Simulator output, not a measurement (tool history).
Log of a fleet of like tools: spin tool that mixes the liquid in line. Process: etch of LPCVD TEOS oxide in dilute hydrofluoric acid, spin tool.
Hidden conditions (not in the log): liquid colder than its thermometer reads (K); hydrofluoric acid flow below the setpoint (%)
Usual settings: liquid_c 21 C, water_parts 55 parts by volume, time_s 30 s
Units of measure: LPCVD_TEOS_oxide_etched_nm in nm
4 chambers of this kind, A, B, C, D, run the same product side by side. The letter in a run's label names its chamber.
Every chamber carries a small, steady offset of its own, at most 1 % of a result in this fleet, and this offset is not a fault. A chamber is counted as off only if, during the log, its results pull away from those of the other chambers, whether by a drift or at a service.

| run | day | liquid_c | water_parts | time_s | hours since the thermometer was replaced | hours since the hydrofluoric acid flow meter was replaced | read-back film thickness of the LPCVD TEOS oxide reference wafer, read on the same gauge (nm) | LPCVD_TEOS_oxide_etched_nm |
|---|---|---|---|---|---|---|---|---|
| 1D | 0.396 | 21 | 55 | 30 | 60.5 | 83.6 | 70.012 | 24.186 |
| 2C | 0.625 | 21 | 55 | 30 | 2596 | 41.9 | 70 | 24.104 |
| 3A | 0.862 | 21 | 55 | 30 | 1261.2 | 972.2 | 69.987 | 24.221 |
| 4B | 1.254 | 21 | 55 | 30 | 1270.2 | 599 | 70.004 | 24.067 |
| 5D | 1.583 | 21 | 55 | 30 | 89 | 112.1 | 70.002 | 24.106 |
| 6B | 1.954 | 21 | 55 | 30 | 1287 | 615.8 | 70.002 | 24.149 |
| 7A | 2.412 | 21 | 55 | 30 | 1298.4 | 1009.4 | 70.011 | 24.078 |
| 8C | 2.838 | 21 | 85 | 40 | 2649.1 | 95 | 70.005 | 19.918 |
| 9B | 3.117 | 21 | 85 | 40 | 1314.9 | 643.7 | 69.989 | 20.195 |
| 10D | 3.504 | 21 | 85 | 40 | 135.1 | 158.2 | 70.001 | 20.253 |
| 11A | 3.788 | 21 | 85 | 40 | 1331.4 | 1042.4 | 69.987 | 20.128 |
| 12C | 4.038 | 17.5 | 55 | 40 | 2677.9 | 123.8 | 69.997 | 27.673 |
| 13D | 4.446 | 17.5 | 55 | 40 | 157.7 | 180.8 | 70 | 27.667 |
| 14A | 4.725 | 17.5 | 55 | 40 | 1353.9 | 1064.9 | 69.987 | 27.355 |
| 15C | 5.004 | 17.5 | 55 | 40 | 2701.1 | 147 | 70.011 | 27.742 |
| 16B | 5.442 | 21 | 55 | 30 | 1370.7 | 699.5 | 69.995 | 23.995 |
| 17A | 5.783 | 21 | 55 | 30 | 1379.3 | 1090.3 | 69.995 | 23.836 |
| 18B | 6.008 | 17 | 55 | 30 | 1384.3 | 713.1 | 69.98 | 20.229 |
| 19C | 6.25 | 17 | 55 | 30 | 2731 | 176.9 | 69.988 | 20.427 |
| 20D | 6.5 | 17 | 55 | 30 | 207 | 230.1 | 70.025 | 20.493 |
| 21C | 6.896 | 17 | 55 | 30 | 2746.5 | 192.4 | 70.005 | 20.285 |
| 22A | 7.1 | 21 | 55 | 30 | 1410.9 | 1121.9 | 69.984 | 23.569 |
| 23D | 7.421 | 21 | 55 | 30 | 229.1 | 252.2 | 69.983 | 23.994 |
| 24B | 7.679 | 21 | 55 | 30 | 1424.4 | 753.2 | 70.009 | 24.042 |
| 25D | 8.075 | 21 | 55 | 30 | 244.8 | 267.9 | 70.003 | 24.198 |
| 26C | 8.421 | 21 | 55 | 30 | 2783.1 | 229 | 69.998 | 24.157 |
| 27B | 8.633 | 21 | 55 | 30 | 1447.3 | 776.1 | 69.997 | 24.03 |
| 28A | 8.912 | 21 | 55 | 30 | 1454.4 | 1165.4 | 70.01 | 23.449 |
| 29C | 9.325 | 21 | 55 | 30 | 2804.8 | 250.7 | 70.002 | 23.992 |
| 30B | 9.579 | 21 | 55 | 30 | 1470 | 798.8 | 70.002 | 24.058 |
| 31D | 9.829 | 21 | 70 | 30 | 286.9 | 310 | 70.014 | 18.659 |
| 32A | 10.217 | 21 | 70 | 30 | 1485.7 | 1196.7 | 69.984 | 17.874 |
| 33D | 10.521 | 21 | 70 | 30 | 303.5 | 326.6 | 69.998 | 18.678 |
| 34C | 10.988 | 21 | 70 | 30 | 2844.7 | 290.6 | 70.018 | 18.624 |
| 35B | 11.212 | 17.5 | 55 | 45 | 1509.2 | 838 | 69.987 | 30.998 |
| 36A | 11.488 | 17.5 | 55 | 45 | 1516.2 | 1227.2 | 69.982 | 29.595 |

Is one chamber out of step, is the gauge drifting, or do the chambers differ by no more than their own small offsets? For an off chamber, give its letter and the likeliest cause.

Little by little, chamber A moves away from the other chambers.
Most likely cause: liquid colder than its thermometer reads (K) = 1.26.
The log may not tell that from: hydrofluoric acid flow below the setpoint (%).

Which of the 4 candidates below, each the usual settings with something changed and its results left as question marks, puts chamber A back in line with what the other chambers give on the usual settings?
Counts as in line when no further than this from what the other chambers average on the usual settings: LPCVD_TEOS_oxide_etched_nm 0.36 nm
| 37A-1 | 11.821 | 20 | 55 | 30 |  |  |  | ? |
| 37A-2 | 11.821 | 22 | 55 | 30 |  |  |  | ? |
| 37A-3 | 11.821 | 20.5 | 55 | 30 |  |  |  | ? |
| 37A-4 | 11.821 | 21.5 | 55 | 30 |  |  |  | ? |

Average result of the remaining chambers running the usual settings: LPCVD_TEOS_oxide_etched_nm 24.1 nm
| run | LPCVD_TEOS_oxide_etched_nm |
|---|---|
| 37A-1 | 21.988 |
| 37A-2 | 23.945 |
| 37A-3 | 22.472 |
| 37A-4 | 23.446 |
With 37A-2, the chamber falls back in line with the rest.
